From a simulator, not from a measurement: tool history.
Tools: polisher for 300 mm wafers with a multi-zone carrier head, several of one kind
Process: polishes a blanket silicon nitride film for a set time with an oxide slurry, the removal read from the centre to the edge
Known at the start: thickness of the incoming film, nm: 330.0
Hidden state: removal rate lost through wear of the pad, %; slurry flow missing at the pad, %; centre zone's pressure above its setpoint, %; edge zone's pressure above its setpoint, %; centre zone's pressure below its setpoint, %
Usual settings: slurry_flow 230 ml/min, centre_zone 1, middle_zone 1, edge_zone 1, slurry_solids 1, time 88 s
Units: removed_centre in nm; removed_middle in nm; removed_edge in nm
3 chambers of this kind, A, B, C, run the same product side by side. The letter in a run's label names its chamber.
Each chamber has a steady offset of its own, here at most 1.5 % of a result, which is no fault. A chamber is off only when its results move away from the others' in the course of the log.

run	hour	slurry_flow	centre_zone	middle_zone	edge_zone	slurry_solids	time	wafers polished on this pad	hours since the slurry nozzle was cleaned	hours since the centre zone pressure was calibrated	hours since the edge zone pressure was calibrated	removed_centre	removed_middle	removed_edge
1B	4.8	230	1	1	1	1	88	554	39.8	1295.7	468.7	36.535	36.888	36.573
2C	9.3	230	1	1	1	1	88	277	491.7	1112.8	853.7	36.157	36.042	36.544
3A	14.3	230	1	1	1	1	88	205	142.5	534.3	429.6	36.708	36.545	36.445
4C	20.5	230	1	1	1	1	88	347	502.9	1124	864.9	36.5	36.521	36.639
# hour 21.1: chamber B: centre zone pressure recalibrated
# hour 23.7: chamber B: edge zone pressure recalibrated
5A	26.4	230	1	1	1	1	88	280	154.6	546.4	441.7	36.879	35.824	36.292
6B	32.2	230	1	1	1	1	88	724	67.2	11.2	8.6	36.491	36.607	36.391
# hour 33.4: chamber B: worn pad replaced by a new one
7A	38.4	230	1	1	1	1	88	354	166.6	558.4	453.7	36.834	36.57	36.505
# hour 40.2: chamber A: edge zone pressure recalibrated
8C	41.5	230	1	1	1	1	88	477	523.9	1145	885.9	36.513	36.598	36.283
9B	45.6	230	1	1	1	1	88	75	80.6	24.6	22	37.118	35.614	36.257
10A	49.9	230	1	1	1	1	88	425	178.1	569.9	9.7	37.393	36.412	36.757
11C	54.7	230	1	1	1	1	88	559	537.1	1158.2	899.1	35.837	36.901	36.696
12B	61.4	230	1	1	1	1	88	173	96.4	40.4	37.8	37.001	36.63	36.608
13B	65.8	230	1	1	1	1	88	201	100.8	44.8	42.2	37.047	37.333	36.269
14C	72.5	230	1	1	1	1	88	669	554.9	1176	916.9	36.249	36.156	36.768
15A	77.9	230	1	1	1	1	88	599	206.1	597.9	37.7	37.11	36.38	36.188
16B	84.6	230	1	1	1	1	88	317	119.6	63.6	61	36.482	36.287	36.685
# hour 88: chamber C: centre zone pressure recalibrated
17A	90.5	230	1	1	1	1	88	677	218.7	610.5	50.3	37.674	35.911	36.503
18C	93.9	230	1	1	1	1	88	802	576.3	6	938.3	36.165	36.161	36.399
19A	96.9	230	1	1	1	1	88	717	225.1	616.9	56.7	37.825	35.894	36.842
20C	100.4	230	1	1	1.11	1	112	842	582.8	12.5	944.8	45.693	47.275	49.378
21B	107.1	230	1	1	1.11	1	112	457	142.1	86.1	83.5	46.635	45.627	49.352
22A	113.2	230	1	1	1.11	1	112	818	241.4	633.2	73	47.604	46.066	49.221
23B	116.3	230	1	1	1	1	88	514	151.3	95.3	92.7	36.823	36.525	36.719
24C	120	230	1	1	1	1	88	964	602.4	32.1	964.4	36.456	36.127	36.041

Next, every chamber runs the same settings. What will each give?
25A	124.9	230	1	1	1	1	88					?	?	?
25B	124.9	230	1	1	1	1	88					?	?	?
25C	124.9	230	1	1	1	1	88					?	?	?

run	removed_centre	removed_middle	removed_edge
25A	38.396	35.541	36.338
25B	36.966	36.552	36.28
25C	35.908	36.131	36.555
